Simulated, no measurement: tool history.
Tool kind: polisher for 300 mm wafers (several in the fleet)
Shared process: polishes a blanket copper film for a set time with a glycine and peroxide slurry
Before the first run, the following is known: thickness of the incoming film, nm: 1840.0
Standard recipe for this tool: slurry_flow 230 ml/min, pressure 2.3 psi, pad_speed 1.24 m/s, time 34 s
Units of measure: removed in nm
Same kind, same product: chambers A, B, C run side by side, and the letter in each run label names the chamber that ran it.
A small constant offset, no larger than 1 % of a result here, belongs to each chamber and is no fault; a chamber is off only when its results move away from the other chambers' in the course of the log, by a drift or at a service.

run	day	slurry_flow	pressure	pad_speed	time	removed
# day 0.15: chamber A: worn pad replaced by a new one
1A	0.338	230	2.3	1.24	34	167.43
2B	0.946	230	2.3	1.24	34	166.72
# day 0.983: chamber B: slurry nozzle cleaned
3C	1.425	230	2.3	1.24	34	165.66
# day 1.679: chamber C: worn pad replaced by a new one
4A	1.904	230	2.3	1.24	34	166.59
# day 1.975: chamber B: worn pad replaced by a new one
5B	2.425	230	2.3	1.24	34	168.88
6C	2.904	230	2.3	1.24	34	166.32
7B	3.429	230	2.3	1.24	34	167.36
8C	3.983	230	2.3	1.24	34	168.23
9A	4.292	230	2.3	1.24	34	168.48
# day 4.408: chamber A: worn pad replaced by a new one
10A	4.758	230	1.8	1.24	23	93.135
11B	5.117	230	1.8	1.24	23	92.197
# day 5.175: chamber C: worn pad replaced by a new one
# day 5.671: chamber B: worn pad replaced by a new one
12C	5.733	230	1.8	1.24	23	92.968
13C	6.196	230	2.3	1.24	30	148.38
14A	6.588	230	2.3	1.24	30	148.25
15B	7.079	230	2.3	1.24	30	147.53
16B	7.658	230	2.3	1.24	34	167.85
# day 7.842: chamber A: worn pad replaced by a new one
17C	8.15	230	2.3	1.24	34	170.64
18A	8.721	230	2.3	1.24	34	164.91
19A	9.238	230	2.3	1.24	34	164.22
# day 9.333: chamber C: worn pad replaced by a new one
20C	9.512	230	2.3	1.24	34	171.16
# day 9.533: chamber B: worn pad replaced by a new one
21B	10.071	230	2.3	1.24	34	166.53
22B	10.588	230	2.3	1.24	34	168.18
23C	10.921	230	2.3	1.24	34	167.31
24A	11.467	230	2.3	1.24	34	163.99
# day 11.538: chamber A: worn pad replaced by a new one
25A	11.996	230	2.3	1.24	34	167.66
26B	12.296	230	2.3	1.24	34	165.25
27C	12.821	230	2.3	1.24	34	164.44
# day 12.846: chamber B: slurry nozzle cleaned
# day 12.992: chamber C: slurry nozzle cleaned
28C	13.271	230	2.3	1.24	34	168.31
# day 13.429: chamber C: worn pad replaced by a new one
29A	13.854	230	3	0.82	34	147.82
# day 13.9: chamber B: worn pad replaced by a new one
30B	14.446	230	3	0.82	34	146.11
31C	14.896	230	3	0.82	34	146.74
# day 15.321: chamber A: worn pad replaced by a new one
32A	15.346	230	2.3	1.24	34	162.54
33B	15.65	230	2	1.24	34	150.74
34A	16.258	230	2	1.24	34	142.38
35C	16.846	230	2	1.24	34	151.2
# day 16.871: chamber C: worn pad replaced by a new one
36B	17.188	230	2.3	1.24	34	166.6
37B	17.633	230	1.8	1.24	34	136.52
38C	17.962	230	1.8	1.24	34	138.59
# day 18.033: chamber B: worn pad replaced by a new one
39A	18.5	230	1.8	1.24	34	131.02
40C	18.838	230	2.3	1.24	34	168.94
41A	19.225	230	2.3	1.24	34	157.92
42B	19.608	230	2.3	1.24	34	167.55

Read the log: is a single chamber off, either drifting away or since a service, is the gauge that measures every chamber drifting, or is nothing wrong beyond small per-chamber offsets? Name any odd chamber and what most likely caused it.

It is chamber A that slowly wanders off from its peers.
Cause: slurry flow missing at the pad, % = 33.6.
The log may not separate it from: head's pressure below its setpoint, %.

Which of the 4 candidates below, each the usual settings with something changed and its results left as question marks, puts chamber A back in line with what the other chambers give on the usual settings?
In line here means within this much of the mean the other chambers give on the usual settings: removed 5.3 nm
43A-1	20.05	230	2.4	1.28	34	?
43A-2	20.05	230	2.3	1.22	33	?
43A-3	20.05	225	2	1.24	34	?
43A-4	20.05	230	2.6	1.24	34	?

Average result of the remaining chambers running the usual settings: removed 167.18 nm
run	removed
43A-1	169.12
43A-2	152.13
43A-3	140.93
43A-4	176.26
43A-1 brings the chamber back in line.
